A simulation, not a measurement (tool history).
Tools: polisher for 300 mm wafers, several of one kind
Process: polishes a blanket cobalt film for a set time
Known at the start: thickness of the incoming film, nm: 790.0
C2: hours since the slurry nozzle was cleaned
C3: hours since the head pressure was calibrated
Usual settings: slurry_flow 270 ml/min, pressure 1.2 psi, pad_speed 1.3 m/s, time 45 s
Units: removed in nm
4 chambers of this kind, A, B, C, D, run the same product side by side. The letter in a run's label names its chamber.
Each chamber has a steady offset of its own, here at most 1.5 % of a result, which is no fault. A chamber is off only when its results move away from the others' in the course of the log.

Run 1C, hour 5.6: usual settings; wafers polished on this pad 677; C2 141.7; C3 980. Result: removed 158.53 nm.
At hour 15.6: chamber D: slurry nozzle cleaned.
Run 2A, hour 16.7: usual settings; wafers polished on this pad 881; C2 80.5; C3 716.3. Result: removed 152.53 nm.
At hour 18.5: chamber A: worn pad replaced by a new one.
Run 3B, hour 25.7: usual settings; wafers polished on this pad 737; C2 327.8; C3 53.4. Result: removed 157.02 nm.
Run 4D, hour 31.9: usual settings; wafers polished on this pad 412; C2 16.4; C3 139.3. Result: removed 155.73 nm.
Run 5C, hour 41.5: usual settings; wafers polished on this pad 929; C2 177.6; C3 1015.9. Result: removed 161.26 nm.
At hour 44.9: chamber B: slurry nozzle cleaned.
At hour 45.7: chamber C: head pressure recalibrated.
Run 6B, hour 52.4: usual settings; wafers polished on this pad 924; C2 7.6; C3 80.1. Result: removed 158.96 nm.
Run 7D, hour 60.3: usual settings; wafers polished on this pad 611; C2 44.8; C3 167.7. Result: removed 159.65 nm.
Run 8A, hour 67.5: usual settings but time 55 s; wafers polished on this pad 344; C2 131.3; C3 767.1. Result: removed 192.15 nm.
Run 9A, hour 78.4: usual settings but time 55 s; wafers polished on this pad 420; C2 142.2; C3 778. Result: removed 191.21 nm.
Run 10B, hour 85.3: usual settings but time 55 s; wafers polished on this pad 1155; C2 40.5; C3 113. Result: removed 196.9 nm.
Run 11D, hour 95.8: usual settings but time 55 s; wafers polished on this pad 860; C2 80.3; C3 203.2. Result: removed 192.56 nm.
Run 12C, hour 103.3: usual settings but slurry_flow 240 ml/min, pad_speed 1.68 m/s; wafers polished on this pad 1363; C2 239.4; C3 57.6. Result: removed 203.7 nm.
Run 13B, hour 108.9: usual settings but slurry_flow 240 ml/min, pad_speed 1.68 m/s; wafers polished on this pad 1320; C2 64.1; C3 136.6. Result: removed 201.52 nm.
At hour 117.4: chamber D: worn pad replaced by a new one.
Run 14C, hour 117.7: usual settings but slurry_flow 240 ml/min, pad_speed 1.68 m/s; wafers polished on this pad 1464; C2 253.8; C3 72. Result: removed 198.86 nm.
At hour 123.2: chamber B: worn pad replaced by a new one.
Run 15A, hour 126.3: usual settings but slurry_flow 240 ml/min, pad_speed 1.68 m/s; wafers polished on this pad 756; C2 190.1; C3 825.9. Result: removed 196.43 nm.
Run 16D, hour 133.5: usual settings; wafers polished on this pad 113; C2 118; C3 240.9. Result: removed 156.55 nm.
Run 17D, hour 144.2: usual settings; wafers polished on this pad 188; C2 128.7; C3 251.6. Result: removed 159.33 nm.
Run 18A, hour 152.4: usual settings; wafers polished on this pad 939; C2 216.2; C3 852. Result: removed 157.37 nm.
Run 19C, hour 160.6: usual settings; wafers polished on this pad 1764; C2 296.7; C3 114.9. Result: removed 157.87 nm.
Run 20B, hour 165.8: usual settings; wafers polished on this pad 298; C2 121; C3 193.5. Result: removed 161.81 nm.
Run 21B, hour 172.1: usual settings; wafers polished on this pad 342; C2 127.3; C3 199.8. Result: removed 160.37 nm.
Run 22D, hour 182.2: usual settings; wafers polished on this pad 455; C2 166.7; C3 289.6. Result: removed 155.08 nm.
At hour 188.5: chamber A: worn pad replaced by a new one.
Run 23A, hour 190: usual settings; wafers polished on this pad 10; C2 253.8; C3 889.6. Result: removed 157.12 nm.
Run 24C, hour 199.2: usual settings; wafers polished on this pad 2035; C2 335.3; C3 153.5. Result: removed 152.58 nm.
Run 25A, hour 208.3: usual settings; wafers polished on this pad 138; C2 272.1; C3 907.9. Result: removed 156.32 nm.
Run 26C, hour 218.8: usual settings but slurry_flow 195 ml/min; wafers polished on this pad 2173; C2 354.9; C3 173.1. Result: removed 145.63 nm.
Run 27B, hour 229.2: usual settings but slurry_flow 195 ml/min; wafers polished on this pad 743; C2 184.4; C3 256.9. Result: removed 155.52 nm.
Run 28D, hour 238.1: usual settings but slurry_flow 195 ml/min; wafers polished on this pad 847; C2 222.6; C3 345.5. Result: removed 150.04 nm.
Run 29D, hour 245.6: usual settings but slurry_flow 195 ml/min; wafers polished on this pad 899; C2 230.1; C3 353. Result: removed 148.64 nm.
Run 30A, hour 254.6: usual settings; wafers polished on this pad 463; C2 318.4; C3 954.2. Result: removed 155.71 nm.
Run 31C, hour 262.3: usual settings; wafers polished on this pad 2478; C2 398.4; C3 216.6. Result: removed 152.02 nm.
At hour 266.1: chamber C: slurry nozzle cleaned.
Run 32B, hour 268.3: usual settings; wafers polished on this pad 1017; C2 223.5; C3 296. Result: removed 159.65 nm.
Run 33A, hour 273.5: usual settings; wafers polished on this pad 596; C2 337.3; C3 973.1. Result: removed 160.17 nm.
At hour 274.2: chamber D: worn pad replaced by a new one.
Run 34B, hour 284.5: usual settings; wafers polished on this pad 1131; C2 239.7; C3 312.2. Result: removed 161.29 nm.
Run 35C, hour 293.1: usual settings but slurry_flow 350 ml/min, time 54 s; wafers polished on this pad 2694; C2 27; C3 247.4. Result: removed 181.72 nm.
Run 36D, hour 302.1: usual settings but slurry_flow 350 ml/min, time 54 s; wafers polished on this pad 196; C2 286.6; C3 409.5. Result: removed 192.36 nm.
Run 37D, hour 312.3: usual settings but slurry_flow 350 ml/min, time 54 s; wafers polished on this pad 267; C2 296.8; C3 419.7. Result: removed 190.76 nm.
At hour 318.3: chamber B: slurry nozzle cleaned.
Run 38C, hour 321.3: usual settings but slurry_flow 350 ml/min, time 54 s; wafers polished on this pad 2892; C2 55.2; C3 275.6. Result: removed 178.13 nm.
At hour 325.5: chamber B: head pressure recalibrated.
Run 39B, hour 327.9: usual settings but pressure 1.1 psi; wafers polished on this pad 1435; C2 9.6; C3 2.4. Result: removed 146.37 nm.
Run 40A, hour 335.3: usual settings but pressure 1.1 psi; wafers polished on this pad 1029; C2 399.1; C3 1034.9. Result: removed 144.62 nm.
Run 41D, hour 340.3: usual settings but pressure 1.1 psi; wafers polished on this pad 463; C2 324.8; C3 447.7. Result: removed 142.82 nm.

Is one chamber off against the others, does the gauge drift, or is nothing wrong? If a chamber is off, say which, and what the likeliest cause is.

Chamber C drifts away from the others.
Cause: removal rate lost through wear of the pad, % = 9.29.
The log may not tell that from: head's pressure below its setpoint, %.

Here are 4 candidates for chamber C's next run, each the usual settings with a change, their results left as question marks. Which one brings its results back in line with what the others give on the usual settings?
In line means no further than this from the other chambers' mean on the usual settings: removed 5.7 nm
Run 42C-1, hour 348.6: usual settings but time 41 s. Result: removed ?.
Run 42C-2, hour 348.6: usual settings but time 44 s. Result: removed ?.
Run 42C-3, hour 348.6: usual settings but slurry_flow 320 ml/min. Result: removed ?.
Run 42C-4, hour 348.6: usual settings but pad_speed 1.36 m/s, time 47 s. Result: removed ?.

The other chambers' mean on the usual settings: removed 157.66 nm
  run  removed
42C-1   132.57
42C-2   142.28
42C-3   147.77
42C-4   158.97
42C-4 brings the chamber back in line.
